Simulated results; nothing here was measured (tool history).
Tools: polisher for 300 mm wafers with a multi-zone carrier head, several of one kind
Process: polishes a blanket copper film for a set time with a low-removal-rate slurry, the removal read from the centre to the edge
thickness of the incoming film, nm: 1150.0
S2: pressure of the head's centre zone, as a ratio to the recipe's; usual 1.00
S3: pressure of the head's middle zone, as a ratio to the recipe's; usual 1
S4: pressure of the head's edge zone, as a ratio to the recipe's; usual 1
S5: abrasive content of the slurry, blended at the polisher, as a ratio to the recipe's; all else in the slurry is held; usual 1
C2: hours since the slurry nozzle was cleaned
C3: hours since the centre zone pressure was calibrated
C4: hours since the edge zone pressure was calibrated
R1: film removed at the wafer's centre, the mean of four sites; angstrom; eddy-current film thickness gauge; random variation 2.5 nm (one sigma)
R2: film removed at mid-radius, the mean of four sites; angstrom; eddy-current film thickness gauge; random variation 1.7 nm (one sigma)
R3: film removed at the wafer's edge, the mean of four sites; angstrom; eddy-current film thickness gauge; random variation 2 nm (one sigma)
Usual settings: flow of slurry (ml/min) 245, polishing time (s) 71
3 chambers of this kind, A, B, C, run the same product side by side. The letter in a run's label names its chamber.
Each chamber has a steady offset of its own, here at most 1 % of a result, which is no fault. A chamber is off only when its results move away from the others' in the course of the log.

run 1A hour=3.9 | flow_of_slurry_(ml/min)=245 S2=1.00 S3=1 S4=1 S5=1 polishing_time_(s)=71 | wafers_polished_on_this_pad=330 C2=284.6 C3=104.2 C4=475.0 | R1=1707.6 R2=1708.7 R3=1704.8
run 2C hour=6.3 | flow_of_slurry_(ml/min)=245 S2=1.00 S3=1 S4=1 S5=1 polishing_time_(s)=71 | wafers_polished_on_this_pad=141 C2=297.2 C3=591.3 C4=290.1 | R1=1677.6 R2=1731.2 R3=1683.0
run 3B hour=10.1 | flow_of_slurry_(ml/min)=245 S2=1.00 S3=1 S4=1 S5=1 polishing_time_(s)=71 | wafers_polished_on_this_pad=252 C2=214.6 C3=312.8 C4=62.9 | R1=1703.1 R2=1700.0 R3=1700.8
run 4C hour=13.9 | flow_of_slurry_(ml/min)=245 S2=1.00 S3=1 S4=1 S5=1 polishing_time_(s)=71 | wafers_polished_on_this_pad=198 C2=304.8 C3=598.9 C4=297.7 | R1=1712.0 R2=1728.8 R3=1700.9
run 5B hour=18.6 | flow_of_slurry_(ml/min)=245 S2=1.00 S3=1 S4=1 S5=1 polishing_time_(s)=71 | wafers_polished_on_this_pad=316 C2=223.1 C3=321.3 C4=71.4 | R1=1701.6 R2=1722.1 R3=1700.5
run 6A hour=22.6 | flow_of_slurry_(ml/min)=245 S2=1.00 S3=1 S4=1 S5=1 polishing_time_(s)=71 | wafers_polished_on_this_pad=471 C2=303.3 C3=122.9 C4=493.7 | R1=1752.9 R2=1715.7 R3=1676.8
run 7B hour=27.1 | flow_of_slurry_(ml/min)=245 S2=1.00 S3=1 S4=1 S5=1 polishing_time_(s)=71 | wafers_polished_on_this_pad=380 C2=231.6 C3=329.8 C4=79.9 | R1=1681.9 R2=1740.4 R3=1692.5
run 8A hour=29.9 | flow_of_slurry_(ml/min)=245 S2=1.00 S3=1 S4=1 S5=1 polishing_time_(s)=71 | wafers_polished_on_this_pad=526 C2=310.6 C3=130.2 C4=501.0 | R1=1691.1 R2=1717.2 R3=1687.8
run 9C hour=32.8 | flow_of_slurry_(ml/min)=245 S2=1.00 S3=1 S4=1 S5=1 polishing_time_(s)=71 | wafers_polished_on_this_pad=340 C2=323.7 C3=617.8 C4=316.6 | R1=1701.3 R2=1710.3 R3=1719.8
run 10B hour=36.9 | flow_of_slurry_(ml/min)=245 S2=1.00 S3=1 S4=1 S5=1 polishing_time_(s)=71 | wafers_polished_on_this_pad=453 C2=241.4 C3=339.6 C4=89.7 | R1=1701.7 R2=1713.4 R3=1704.0
run 11C hour=40.7 | flow_of_slurry_(ml/min)=245 S2=1.00 S3=1 S4=1 S5=1 polishing_time_(s)=71 | wafers_polished_on_this_pad=399 C2=331.6 C3=625.7 C4=324.5 | R1=1685.0 R2=1686.2 R3=1716.2
run 12A hour=45.6 | flow_of_slurry_(ml/min)=245 S2=1.00 S3=1 S4=1 S5=1 polishing_time_(s)=71 | wafers_polished_on_this_pad=644 C2=326.3 C3=145.9 C4=516.7 | R1=1709.5 R2=1717.2 R3=1687.7
-- hour=46.7 chamber A: slurry nozzle cleaned
run 13A hour=49.6 | flow_of_slurry_(ml/min)=245 S2=1.00 S3=1 S4=1 S5=1 polishing_time_(s)=71 | wafers_polished_on_this_pad=674 C2=3.0 C3=149.9 C4=520.7 | R1=1716.4 R2=1684.8 R3=1662.9
run 14C hour=52.3 | flow_of_slurry_(ml/min)=245 S2=1.00 S3=1 S4=1 S5=1 polishing_time_(s)=71 | wafers_polished_on_this_pad=486 C2=343.2 C3=637.3 C4=336.1 | R1=1671.9 R2=1681.4 R3=1694.9
run 15B hour=57.0 | flow_of_slurry_(ml/min)=245 S2=1.00 S3=1 S4=1 S5=1 polishing_time_(s)=71 | wafers_polished_on_this_pad=604 C2=261.5 C3=359.7 C4=109.8 | R1=1680.5 R2=1684.1 R3=1716.4
run 16A hour=60.6 | flow_of_slurry_(ml/min)=245 S2=1.00 S3=1 S4=1 S5=1 polishing_time_(s)=71 | wafers_polished_on_this_pad=756 C2=14.0 C3=160.9 C4=531.7 | R1=1660.5 R2=1673.7 R3=1623.7
run 17B hour=65.6 | flow_of_slurry_(ml/min)=245 S2=1.00 S3=1 S4=1 S5=1 polishing_time_(s)=71 | wafers_polished_on_this_pad=669 C2=270.1 C3=368.3 C4=118.4 | R1=1684.9 R2=1723.9 R3=1717.3
-- hour=68.1 chamber C: worn pad replaced by a new one
run 18C hour=69.0 | flow_of_slurry_(ml/min)=245 S2=1.07 S3=1 S4=1 S5=1 polishing_time_(s)=95 | wafers_polished_on_this_pad=6 C2=359.9 C3=654.0 C4=352.8 | R1=2380.7 R2=2287.1 R3=2287.4
-- hour=70.1 chamber C: centre zone pressure recalibrated
run 19B hour=71.9 | flow_of_slurry_(ml/min)=245 S2=1.07 S3=1 S4=1 S5=1 polishing_time_(s)=95 | wafers_polished_on_this_pad=716 C2=276.4 C3=374.6 C4=124.7 | R1=2403.6 R2=2275.6 R3=2309.8
run 20C hour=76.8 | flow_of_slurry_(ml/min)=245 S2=1.07 S3=1 S4=1 S5=1 polishing_time_(s)=95 | wafers_polished_on_this_pad=65 C2=367.7 C3=6.7 C4=360.6 | R1=2415.2 R2=2249.4 R3=2249.2
run 21A hour=81.1 | flow_of_slurry_(ml/min)=245 S2=1.00 S3=1 S4=1 S5=1 polishing_time_(s)=71 | wafers_polished_on_this_pad=911 C2=34.5 C3=181.4 C4=552.2 | R1=1612.5 R2=1610.1 R3=1618.0
run 22B hour=84.3 | flow_of_slurry_(ml/min)=245 S2=1.00 S3=1 S4=1 S5=1 polishing_time_(s)=71 | wafers_polished_on_this_pad=809 C2=288.8 C3=387.0 C4=137.1 | R1=1698.3 R2=1711.6 R3=1669.1
run 23C hour=88.7 | flow_of_slurry_(ml/min)=245 S2=1.00 S3=1 S4=1 S5=1 polishing_time_(s)=71 | wafers_polished_on_this_pad=154 C2=379.6 C3=18.6 C4=372.5 | R1=1692.8 R2=1675.6 R3=1707.7
run 24A hour=92.6 | flow_of_slurry_(ml/min)=245 S2=1.00 S3=1 S4=1 S5=1 polishing_time_(s)=71 | wafers_polished_on_this_pad=997 C2=46.0 C3=192.9 C4=563.7 | R1=1577.2 R2=1584.8 R3=1570.6
run 25A hour=96.9 | flow_of_slurry_(ml/min)=245 S2=1.00 S3=1 S4=1 S5=1 polishing_time_(s)=71 | wafers_polished_on_this_pad=1029 C2=50.3 C3=197.2 C4=568.0 | R1=1578.4 R2=1578.4 R3=1541.3
run 26C hour=101.0 | flow_of_slurry_(ml/min)=175 S2=1.00 S3=1 S4=1 S5=1 polishing_time_(s)=71 | wafers_polished_on_this_pad=247 C2=391.9 C3=30.9 C4=384.8 | R1=1591.9 R2=1645.3 R3=1650.9
run 27B hour=104.3 | flow_of_slurry_(ml/min)=175 S2=1.00 S3=1 S4=1 S5=1 polishing_time_(s)=71 | wafers_polished_on_this_pad=960 C2=308.8 C3=407.0 C4=157.1 | R1=1610.5 R2=1598.6 R3=1637.1

Next, every chamber runs the same settings. What will each give?
run 28A hour=107.9 | flow_of_slurry_(ml/min)=245 S2=1.00 S3=1 S4=1 S5=1 polishing_time_(s)=71 | R1=? R2=? R3=?
run 28B hour=107.9 | flow_of_slurry_(ml/min)=245 S2=1.00 S3=1 S4=1 S5=1 polishing_time_(s)=71 | R1=? R2=? R3=?
run 28C hour=107.9 | flow_of_slurry_(ml/min)=245 S2=1.00 S3=1 S4=1 S5=1 polishing_time_(s)=71 | R1=? R2=? R3=?

run=28A R1=1504.5 R2=1547.6 R3=1509.5
run=28B R1=1685.5 R2=1689.1 R3=1678.4
run=28C R1=1679.0 R2=1723.3 R3=1691.8

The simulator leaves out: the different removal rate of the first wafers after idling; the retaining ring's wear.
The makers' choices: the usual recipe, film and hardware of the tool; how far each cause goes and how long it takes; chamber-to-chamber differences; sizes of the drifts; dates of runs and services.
